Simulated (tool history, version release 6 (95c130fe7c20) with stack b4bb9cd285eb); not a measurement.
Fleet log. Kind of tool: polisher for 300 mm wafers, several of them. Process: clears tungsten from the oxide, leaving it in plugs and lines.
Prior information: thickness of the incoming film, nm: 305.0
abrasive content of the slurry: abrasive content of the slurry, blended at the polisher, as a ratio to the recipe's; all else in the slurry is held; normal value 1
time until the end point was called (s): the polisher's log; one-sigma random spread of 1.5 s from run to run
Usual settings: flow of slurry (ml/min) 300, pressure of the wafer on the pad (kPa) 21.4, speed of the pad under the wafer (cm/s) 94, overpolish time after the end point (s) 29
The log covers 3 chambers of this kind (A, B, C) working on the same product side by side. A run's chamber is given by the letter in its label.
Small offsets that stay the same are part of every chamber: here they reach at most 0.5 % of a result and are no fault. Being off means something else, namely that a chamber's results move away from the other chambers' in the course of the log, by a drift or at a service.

run,hour,flow of slurry (ml/min),pressure of the wafer on the pad (kPa),speed of the pad under the wafer (cm/s),abrasive content of the slurry,overpolish time after the end point (s),wafers polished on this pad,hours since the slurry nozzle was cleaned,hours since the head pressure was calibrated,hours since the slurry blender was calibrated,hours since the slurry got fresh peroxide,time until the end point was called (s)
# hour 0.4: chamber B: slurry blender recalibrated
# hour 3.7: chamber B: worn pad replaced by a new one
1C,7.1,300,21.4,94,1,29,284,157.6,124.2,12.1,44.3,86.664
2A,14.7,300,21.4,94,1,29,577,103.5,1315.2,36.2,112,86.287
# hour 19.3: chamber A: slurry tank refilled with fresh slurry and peroxide
3B,21,300,21.4,94,1,29,122,117.1,142.7,20.7,123.5,88.945
# hour 22.3: chamber A: head pressure recalibrated
4A,29.1,300,21.4,94,1,29,679,117.9,6.9,50.6,9.9,89.293
# hour 30.4: chamber A: worn pad replaced by a new one
5C,34.3,300,28.3,94,1,38,476,184.8,151.4,39.3,71.5,69.158
6B,39.6,300,28.3,94,1,38,253,135.7,161.3,39.3,142.1,66.832
7B,43.6,300,28.3,94,1,38,282,139.7,165.3,43.3,146.1,69.087
8A,50.9,380,21.4,94,1,34,145,139.7,28.7,72.4,31.7,84.793
9C,55.9,380,21.4,94,1,34,629,206.4,173,60.9,93.1,88.205
# hour 57.4: chamber B: slurry tank refilled with fresh slurry and peroxide
10B,64.2,380,21.4,94,1,34,427,160.3,185.9,63.9,6.8,87.199
11C,72.5,300,21.4,94,1,29,746,223,189.6,77.5,109.7,88.37
12A,77.1,300,21.4,94,1,29,330,165.9,54.9,98.6,57.9,89.534
13A,81.2,300,24.8,94,0.7,29,359,170,59,102.7,62,81.478
14C,85.8,300,24.8,94,0.7,29,840,236.3,202.9,90.8,123,81.738
15B,92.1,300,24.8,94,0.7,29,624,188.2,213.8,91.8,34.7,84.917
16C,97.8,300,21.4,94,1,29,924,248.3,214.9,102.8,135,87.544
# hour 101.9: chamber A: slurry blender recalibrated
17A,106,360,21.4,94,1,29,534,194.8,83.8,4.1,86.8,87.362
# hour 109.2: chamber C: slurry tank refilled with fresh slurry and peroxide
18B,111.8,360,21.4,94,1,29,763,207.9,233.5,111.5,54.4,84.194
# hour 116.8: chamber A: worn pad replaced by a new one
# hour 118: chamber A: slurry tank refilled with fresh slurry and peroxide
19A,119.5,360,21.4,94,1,29,19,208.3,97.3,17.6,1.5,89.068
20B,126,300,21.4,94,1,29,863,222.1,247.7,125.7,68.6,89.139
# hour 130: chamber C: slurry blender recalibrated
21C,130.4,300,21.4,94,1,29,1155,280.9,247.5,0.4,21.2,89.255
22C,134.3,300,21.4,94,1,29,1182,284.8,251.4,4.3,25.1,88.41
23B,140.9,360,21.4,94,1.25,29,969,237,262.6,140.6,83.5,81.868
# hour 145.3: chamber C: worn pad replaced by a new one
24A,146.9,360,21.4,94,1.25,29,213,235.7,124.7,45,28.9,80.824
25C,154.9,360,21.4,94,1.25,29,68,305.4,272,24.9,45.7,81.788
# hour 156.6: chamber C: slurry nozzle cleaned
26B,158.8,300,21.4,94,1,29,1095,254.9,280.5,158.5,101.4,89.376
27A,164.3,300,21.4,94,1,29,336,253.1,142.1,62.4,46.3,88.547
28C,169.2,300,24.8,94,1,29,169,12.6,286.3,39.2,60,76.284
29B,173,300,24.8,94,1,29,1195,269.1,294.7,172.7,115.6,75.778
# hour 175.9: chamber B: slurry blender recalibrated
30A,179.8,300,24.8,94,1,29,445,268.6,157.6,77.9,61.8,78.29
31B,185,300,21.4,94,1,29,1280,281.1,306.7,9.2,127.6,91.323

Read the log: is a single chamber off, either drifting away or since a service, is the gauge that measures every chamber drifting, or is nothing wrong beyond small per-chamber offsets? Name any odd chamber and what most likely caused it.

Neither any chamber nor the gauge drifts; the chambers differ only by their own small, steady offsets.
